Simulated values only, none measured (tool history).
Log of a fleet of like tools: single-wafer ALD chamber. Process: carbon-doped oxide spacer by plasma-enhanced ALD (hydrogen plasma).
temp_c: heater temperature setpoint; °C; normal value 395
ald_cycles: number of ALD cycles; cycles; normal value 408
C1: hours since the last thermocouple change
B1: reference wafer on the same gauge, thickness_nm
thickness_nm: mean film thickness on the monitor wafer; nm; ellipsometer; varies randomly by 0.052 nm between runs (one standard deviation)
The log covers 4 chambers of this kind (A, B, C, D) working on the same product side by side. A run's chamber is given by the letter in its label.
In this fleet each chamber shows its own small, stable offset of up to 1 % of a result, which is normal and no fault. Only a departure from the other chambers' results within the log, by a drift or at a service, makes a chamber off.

run 1B hour=3.0 | temp_c=395 ald_cycles=408 | C1=69.5 | B1=22.587 | thickness_nm=20.458
run 2C hour=6.2 | temp_c=395 ald_cycles=408 | C1=547.5 | B1=22.613 | thickness_nm=20.345
run 3D hour=9.2 | temp_c=395 ald_cycles=408 | C1=288.6 | B1=22.601 | thickness_nm=20.314
run 4A hour=12.2 | temp_c=395 ald_cycles=408 | C1=748.4 | B1=22.593 | thickness_nm=20.321
run 5A hour=16.0 | temp_c=395 ald_cycles=408 | C1=752.2 | B1=22.598 | thickness_nm=20.231
run 6B hour=21.5 | temp_c=395 ald_cycles=373 | C1=88.0 | B1=22.581 | thickness_nm=18.845
run 7C hour=24.6 | temp_c=395 ald_cycles=373 | C1=565.9 | B1=22.594 | thickness_nm=18.590
run 8D hour=30.3 | temp_c=395 ald_cycles=373 | C1=309.7 | B1=22.606 | thickness_nm=18.628
run 9B hour=33.7 | temp_c=395 ald_cycles=373 | C1=100.2 | B1=22.588 | thickness_nm=18.676
run 10C hour=38.1 | temp_c=395 ald_cycles=408 | C1=579.4 | B1=22.607 | thickness_nm=20.338
run 11A hour=41.9 | temp_c=395 ald_cycles=408 | C1=778.1 | B1=22.588 | thickness_nm=20.239
run 12D hour=44.6 | temp_c=395 ald_cycles=408 | C1=324.0 | B1=22.609 | thickness_nm=20.346
run 13A hour=48.5 | temp_c=395 ald_cycles=408 | C1=784.7 | B1=22.614 | thickness_nm=20.299
run 14D hour=52.1 | temp_c=395 ald_cycles=408 | C1=331.5 | B1=22.582 | thickness_nm=20.305
run 15B hour=55.9 | temp_c=395 ald_cycles=408 | C1=122.4 | B1=22.594 | thickness_nm=20.502
run 16C hour=59.3 | temp_c=395 ald_cycles=408 | C1=600.6 | B1=22.609 | thickness_nm=20.469
run 17B hour=64.3 | temp_c=395 ald_cycles=408 | C1=130.8 | B1=22.598 | thickness_nm=20.555
run 18C hour=68.0 | temp_c=395 ald_cycles=408 | C1=609.3 | B1=22.599 | thickness_nm=20.410
run 19D hour=72.3 | temp_c=395 ald_cycles=408 | C1=351.7 | B1=22.598 | thickness_nm=20.367
run 20A hour=75.7 | temp_c=395 ald_cycles=408 | C1=811.9 | B1=22.598 | thickness_nm=20.279
run 21D hour=80.9 | temp_c=395 ald_cycles=408 | C1=360.3 | B1=22.585 | thickness_nm=20.387
run 22B hour=84.9 | temp_c=409 ald_cycles=462 | C1=151.4 | B1=22.593 | thickness_nm=22.452
run 23A hour=89.2 | temp_c=409 ald_cycles=462 | C1=825.4 | B1=22.601 | thickness_nm=21.968
run 24C hour=94.6 | temp_c=409 ald_cycles=462 | C1=635.9 | B1=22.596 | thickness_nm=22.431
run 25D hour=98.1 | temp_c=409 ald_cycles=462 | C1=377.5 | B1=22.601 | thickness_nm=22.378
run 26B hour=103.0 | temp_c=395 ald_cycles=408 | C1=169.5 | B1=22.587 | thickness_nm=20.573
run 27A hour=106.3 | temp_c=395 ald_cycles=408 | C1=842.5 | B1=22.619 | thickness_nm=20.183
run 28C hour=108.9 | temp_c=395 ald_cycles=408 | C1=650.2 | B1=22.608 | thickness_nm=20.439
run 29A hour=113.7 | temp_c=395 ald_cycles=408 | C1=849.9 | B1=22.589 | thickness_nm=20.187
run 30C hour=118.1 | temp_c=395 ald_cycles=408 | C1=659.4 | B1=22.606 | thickness_nm=20.379
run 31B hour=120.7 | temp_c=395 ald_cycles=445 | C1=187.2 | B1=22.596 | thickness_nm=22.407
run 32D hour=126.0 | temp_c=395 ald_cycles=445 | C1=405.4 | B1=22.589 | thickness_nm=22.197
run 33A hour=129.9 | temp_c=395 ald_cycles=445 | C1=866.1 | B1=22.582 | thickness_nm=22.117
run 34C hour=132.5 | temp_c=395 ald_cycles=445 | C1=673.8 | B1=22.599 | thickness_nm=22.217

Is one chamber out of step, is the gauge drifting, or do the chambers differ by no more than their own small offsets? For an off chamber, give its letter and the likeliest cause.

No chamber stands off beyond its own small offset, and the gauge holds steady.
